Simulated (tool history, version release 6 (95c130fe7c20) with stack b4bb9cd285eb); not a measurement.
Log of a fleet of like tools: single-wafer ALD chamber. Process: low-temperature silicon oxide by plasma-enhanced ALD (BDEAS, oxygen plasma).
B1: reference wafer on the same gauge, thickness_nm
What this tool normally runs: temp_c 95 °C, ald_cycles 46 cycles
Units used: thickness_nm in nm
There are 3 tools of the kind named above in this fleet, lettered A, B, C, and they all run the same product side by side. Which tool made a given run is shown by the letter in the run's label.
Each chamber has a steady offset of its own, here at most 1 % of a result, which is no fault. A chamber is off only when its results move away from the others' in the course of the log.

{"run": "1A", "hour": 10.0, "temp_c": 95, "ald_cycles": 46, "B1": 7.4912, "thickness_nm": 6.6861}
{"run": "2B", "hour": 20.4, "temp_c": 95, "ald_cycles": 46, "B1": 7.4918, "thickness_nm": 6.6444}
{"run": "3C", "hour": 26.6, "temp_c": 95, "ald_cycles": 46, "B1": 7.4932, "thickness_nm": 6.7195}
{"run": "4A", "hour": 36.1, "temp_c": 95, "ald_cycles": 46, "B1": 7.4956, "thickness_nm": 6.691}
{"run": "5C", "hour": 45.6, "temp_c": 95, "ald_cycles": 46, "B1": 7.4993, "thickness_nm": 6.7319}
{"run": "6B", "hour": 50.5, "temp_c": 95, "ald_cycles": 46, "B1": 7.499, "thickness_nm": 6.6449}
{"run": "7C", "hour": 57.6, "temp_c": 95, "ald_cycles": 46, "B1": 7.4964, "thickness_nm": 6.7209}
{"run": "8B", "hour": 68.1, "temp_c": 95, "ald_cycles": 46, "B1": 7.4993, "thickness_nm": 6.6576}
{"run": "9A", "hour": 75.2, "temp_c": 95, "ald_cycles": 46, "B1": 7.5017, "thickness_nm": 6.6873}
{"run": "10C", "hour": 80.9, "temp_c": 106, "ald_cycles": 41, "B1": 7.5012, "thickness_nm": 5.8214}
{"run": "11B", "hour": 90.8, "temp_c": 106, "ald_cycles": 41, "B1": 7.5037, "thickness_nm": 5.7635}
{"run": "12A", "hour": 99.8, "temp_c": 106, "ald_cycles": 41, "B1": 7.5014, "thickness_nm": 5.8079}
{"run": "13C", "hour": 106.5, "temp_c": 95, "ald_cycles": 46, "B1": 7.5049, "thickness_nm": 6.7357}
{"run": "14B", "hour": 115.8, "temp_c": 95, "ald_cycles": 46, "B1": 7.5077, "thickness_nm": 6.6487}
{"run": "15A", "hour": 121.1, "temp_c": 95, "ald_cycles": 42, "B1": 7.508, "thickness_nm": 6.1116}
{"run": "16A", "hour": 127.1, "temp_c": 95, "ald_cycles": 42, "B1": 7.5076, "thickness_nm": 6.1243}
{"run": "17B", "hour": 132.5, "temp_c": 95, "ald_cycles": 42, "B1": 7.508, "thickness_nm": 6.0937}
{"run": "18C", "hour": 141.9, "temp_c": 95, "ald_cycles": 46, "B1": 7.5086, "thickness_nm": 6.7289}
{"run": "19C", "hour": 151.7, "temp_c": 95, "ald_cycles": 46, "B1": 7.5114, "thickness_nm": 6.7239}
{"run": "20A", "hour": 156.3, "temp_c": 95, "ald_cycles": 46, "B1": 7.5105, "thickness_nm": 6.6986}
{"run": "21B", "hour": 164.0, "temp_c": 95, "ald_cycles": 46, "B1": 7.5153, "thickness_nm": 6.6533}
{"run": "22B", "hour": 173.7, "temp_c": 95, "ald_cycles": 46, "B1": 7.5138, "thickness_nm": 6.6679}
{"run": "23C", "hour": 181.5, "temp_c": 95, "ald_cycles": 46, "B1": 7.5146, "thickness_nm": 6.745}
{"run": "24A", "hour": 191.6, "temp_c": 88, "ald_cycles": 41, "B1": 7.5194, "thickness_nm": 6.1403}
{"run": "25C", "hour": 197.9, "temp_c": 88, "ald_cycles": 41, "B1": 7.5174, "thickness_nm": 6.1562}
{"run": "26A", "hour": 205.5, "temp_c": 88, "ald_cycles": 41, "B1": 7.5181, "thickness_nm": 6.1336}
{"run": "27B", "hour": 210.8, "temp_c": 95, "ald_cycles": 46, "B1": 7.5208, "thickness_nm": 6.6596}
{"run": "28B", "hour": 215.8, "temp_c": 95, "ald_cycles": 46, "B1": 7.5199, "thickness_nm": 6.6655}

All chambers now run identical settings, listed one chamber a line with results as question marks. What results will each chamber show?
{"run": "29A", "hour": 223.4, "temp_c": 95, "ald_cycles": 46, "thickness_nm": "?"}
{"run": "29B", "hour": 223.4, "temp_c": 95, "ald_cycles": 46, "thickness_nm": "?"}
{"run": "29C", "hour": 223.4, "temp_c": 95, "ald_cycles": 46, "thickness_nm": "?"}

run=29A thickness_nm=6.7068
run=29B thickness_nm=6.6736
run=29C thickness_nm=6.7496
